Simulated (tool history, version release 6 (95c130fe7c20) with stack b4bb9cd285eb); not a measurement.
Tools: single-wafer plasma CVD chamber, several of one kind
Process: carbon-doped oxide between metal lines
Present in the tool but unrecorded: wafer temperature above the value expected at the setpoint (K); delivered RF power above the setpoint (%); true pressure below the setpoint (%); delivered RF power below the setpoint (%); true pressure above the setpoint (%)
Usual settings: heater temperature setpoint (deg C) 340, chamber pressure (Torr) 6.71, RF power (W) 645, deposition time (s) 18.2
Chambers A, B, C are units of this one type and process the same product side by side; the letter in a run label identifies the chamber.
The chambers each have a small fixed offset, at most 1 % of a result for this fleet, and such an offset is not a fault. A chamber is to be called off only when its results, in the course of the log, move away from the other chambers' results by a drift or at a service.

run,hour,heater temperature setpoint (deg C),chamber pressure (Torr),RF power (W),deposition time (s),hours since the last thermocouple change,hours since the last RF generator calibration,hours since the last manometer calibration,"read-back reference wafer on the same gauge, thickness_nm",mean film thickness on the monitor wafer (angstrom)
# hour 12.2: chamber B: capacitance manometer re-zeroed and calibrated
1B,14.1,340,6.71,645,18.2,426.4,2416.0,2.0,132.04,1160.3
2A,24.9,340,6.71,645,18.2,921.5,1192.2,1167.6,132.06,1169.4
3C,34.8,340,6.71,645,18.2,2459.4,1722.7,1491.6,132.09,1169.8
4A,44.9,340,6.71,645,18.2,941.5,1212.2,1187.6,132.10,1168.9
5C,57.2,340,6.71,645,18.2,2481.8,1745.1,1514.0,132.08,1170.0
6B,68.3,340,6.71,645,18.2,480.6,2470.2,56.2,132.09,1162.5
7C,81.4,340,6.71,645,18.2,2506.0,1769.3,1538.2,132.12,1171.2
8A,88.8,340,6.71,645,18.2,985.4,1256.1,1231.5,132.16,1168.6
# hour 96.2: chamber A: capacitance manometer re-zeroed and calibrated
9B,98.6,340,6.71,645,18.2,510.9,2500.5,86.5,132.23,1159.3
10A,111.8,340,6.71,645,18.2,1008.4,1279.1,15.6,132.20,1172.2
11C,118.1,340,6.71,645,18.2,2542.7,1806.0,1574.9,132.24,1169.1
12B,131.0,331,6.71,645,18.2,543.3,2532.9,118.9,132.30,1195.6
# hour 136.3: chamber C: RF generator calibrated
13B,144.9,331,6.71,645,18.2,557.2,2546.8,132.8,132.28,1199.2
14C,153.2,331,6.71,645,18.2,2577.8,16.9,1610.0,132.32,1209.0
15A,160.1,354,6.71,645,18.2,1056.7,1327.4,63.9,132.34,1126.9
16C,171.3,354,6.71,645,18.2,2595.9,35.0,1628.1,132.36,1125.9
17A,180.0,354,6.71,645,18.2,1076.6,1347.3,83.8,132.40,1125.8
18B,189.0,340,6.71,645,18.2,601.3,2590.9,176.9,132.41,1162.9
19B,197.3,340,6.71,645,18.2,609.6,2599.2,185.2,132.42,1161.3
# hour 209.3: chamber C: thermocouple changed; heater temperature recalibrated
20C,210.6,353,5.69,645,18.2,1.3,74.3,1667.4,132.47,1111.3
21A,221.2,353,5.69,645,18.2,1117.8,1388.5,125.0,132.45,1108.9
22C,227.5,353,5.69,645,18.2,18.2,91.2,1684.3,132.49,1115.3
23A,239.1,340,6.71,645,18.2,1135.7,1406.4,142.9,132.46,1174.3
24B,248.6,340,6.71,645,18.2,660.9,2650.5,236.5,132.47,1161.1
25C,258.1,340,6.71,645,18.2,48.8,121.8,1714.9,132.58,1172.4
26B,271.3,340,6.71,645,18.2,683.6,2673.2,259.2,132.51,1164.2
27A,285.6,340,6.71,645,18.2,1182.2,1452.9,189.4,132.60,1175.1
28B,299.9,340,6.71,645,18.2,712.2,2701.8,287.8,132.65,1162.1
29C,313.0,340,6.71,645,18.2,103.7,176.7,1769.8,132.62,1172.7
# hour 318.5: chamber B: RF generator calibrated
30A,324.3,346,5.90,645,18.2,1220.9,1491.6,228.1,132.64,1138.8
31A,337.2,346,5.90,645,18.2,1233.8,1504.5,241.0,132.73,1142.9
32B,348.6,346,5.90,645,18.2,760.9,30.2,336.5,132.69,1132.5
33C,357.5,340,6.71,645,18.2,148.2,221.2,1814.3,132.68,1175.1
34B,367.8,340,6.71,645,18.2,780.1,49.4,355.7,132.70,1167.0

For the next run the whole fleet of 3 chambers uses the same settings. Give each chamber's results:
35A,378.2,340,6.71,645,18.2,,,,,?
35B,378.2,340,6.71,645,18.2,,,,,?
35C,378.2,340,6.71,645,18.2,,,,,?

run,mean film thickness on the monitor wafer (angstrom)
35A,1174.1
35B,1167.2
35C,1176.7

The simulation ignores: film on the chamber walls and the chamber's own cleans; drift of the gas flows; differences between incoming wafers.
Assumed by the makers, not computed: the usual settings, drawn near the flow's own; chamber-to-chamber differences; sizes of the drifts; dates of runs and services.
